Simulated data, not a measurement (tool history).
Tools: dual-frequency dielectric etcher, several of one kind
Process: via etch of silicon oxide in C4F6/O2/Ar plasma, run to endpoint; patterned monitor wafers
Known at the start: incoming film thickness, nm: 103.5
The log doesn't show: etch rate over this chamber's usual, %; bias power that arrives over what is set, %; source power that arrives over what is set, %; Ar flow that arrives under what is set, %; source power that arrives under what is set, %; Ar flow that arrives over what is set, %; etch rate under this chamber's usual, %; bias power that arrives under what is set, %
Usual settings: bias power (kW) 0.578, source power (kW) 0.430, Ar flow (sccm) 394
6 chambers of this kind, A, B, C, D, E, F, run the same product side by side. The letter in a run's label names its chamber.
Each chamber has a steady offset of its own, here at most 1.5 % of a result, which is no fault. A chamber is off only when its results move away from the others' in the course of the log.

run,day,bias power (kW),source power (kW),Ar flow (sccm),hours since the last wet clean,hours since the last bias power generator calibration,hours since the last source power generator calibration,hours since the last Ar flow controller change,endpoint time (s)
1F,0.238,0.578,0.430,394,60.7,1489.3,510.7,660.1,21.817
2D,0.404,0.578,0.430,394,220.4,1672.0,2254.2,1564.3,21.723
3B,0.571,0.578,0.430,394,157.2,3470.2,657.3,1867.4,21.613
4E,0.904,0.578,0.430,394,50.3,645.4,3007.2,3619.7,21.729
5A,1.104,0.578,0.430,394,96.7,609.3,1776.0,4711.4,21.746
6C,1.304,0.578,0.430,394,163.0,3202.2,384.4,113.7,21.720
7A,1.571,0.578,0.430,394,107.9,620.5,1787.2,4722.6,21.719
8C,1.729,0.578,0.430,394,173.2,3212.4,394.6,123.9,21.748
9B,1.912,0.578,0.430,394,189.4,3502.4,689.5,1899.6,21.605
10F,2.208,0.578,0.430,394,108.0,1536.6,558.0,707.4,21.783
11D,2.417,0.578,0.430,394,268.7,1720.3,2302.5,1612.6,21.803
12E,2.583,0.578,0.430,394,90.6,685.7,3047.5,3660.0,21.380
13E,2.771,0.578,0.430,394,95.1,690.2,3052.0,3664.5,21.346
14B,3.017,0.456,0.470,394,215.9,3528.9,716.0,1926.1,22.883
15C,3.275,0.456,0.470,394,210.3,3249.5,431.7,161.0,23.120
# day 3.425: chamber A: Ar flow controller replaced
16D,3.479,0.456,0.470,394,294.2,1745.8,2328.0,1638.1,22.942
17F,3.650,0.456,0.470,394,142.6,1571.2,592.6,742.0,23.133
18A,3.950,0.456,0.470,394,165.0,677.6,1844.3,12.7,23.082
19C,4.267,0.456,0.470,394,234.1,3273.3,455.5,184.8,23.211
20A,4.592,0.578,0.430,394,180.4,693.0,1859.7,28.1,21.626
21E,4.838,0.578,0.430,394,144.7,739.8,3101.6,3714.1,21.410
22F,5.129,0.578,0.430,394,178.1,1606.7,628.1,777.5,22.014
23D,5.379,0.578,0.430,394,339.8,1791.4,2373.6,1683.7,21.653
24B,5.538,0.578,0.430,394,276.4,3589.4,776.5,1986.6,21.665
25F,5.738,0.578,0.430,394,192.7,1621.3,642.7,792.1,21.998
26E,6.062,0.624,0.430,443,174.1,769.2,3131.0,3743.5,21.136
27A,6.229,0.624,0.430,443,219.7,732.3,1899.0,67.4,21.385
28C,6.467,0.624,0.430,443,286.9,3326.1,508.3,237.6,21.754
29B,6.642,0.624,0.430,443,302.9,3615.9,803.0,2013.1,21.343
30D,6.829,0.624,0.430,443,374.6,1826.2,2408.4,1718.5,21.358
31F,7.021,0.624,0.430,443,223.5,1652.1,673.5,822.9,21.561
32B,7.312,0.578,0.430,394,319.0,3632.0,819.1,2029.2,21.783
33D,7.558,0.578,0.430,394,392.1,1843.7,2425.9,1736.0,21.770
34C,7.846,0.578,0.430,394,320.0,3359.2,541.4,270.7,22.116
# day 7.979: chamber E: Ar flow controller replaced
35E,8.008,0.578,0.430,394,220.8,815.9,3177.7,0.7,21.439
36A,8.162,0.578,0.430,394,266.1,778.7,1945.4,113.8,21.639
37A,8.496,0.578,0.470,394,274.1,786.7,1953.4,121.8,21.032

Is one chamber off against the others, does the gauge drift, or is nothing wrong? If a chamber is off, say which, and what the likeliest cause is.

Chamber C drifts away from the others.
Cause: etch rate under this chamber's usual, % = 2.22.
The log may not tell that from: bias power that arrives under what is set, %; source power that arrives under what is set, %.

Here are 4 candidates for chamber C's next run, each the usual settings with a change, their results left as question marks. Which one brings its results back in line with what the others give on the usual settings?
In line means no further than this from the other chambers' mean on the usual settings: endpoint time (s) 0.300
38C-1,8.733,0.647,0.430,394,,,,,?
38C-2,8.733,0.548,0.430,400,,,,,?
38C-3,8.733,0.595,0.440,394,,,,,?
38C-4,8.733,0.578,0.380,394,,,,,?

The other chambers' mean on the usual settings: endpoint time (s) 21.691
run,endpoint time (s)
38C-1,21.242
38C-2,22.690
38C-3,21.764
38C-4,23.205
38C-3 brings the chamber back in line.
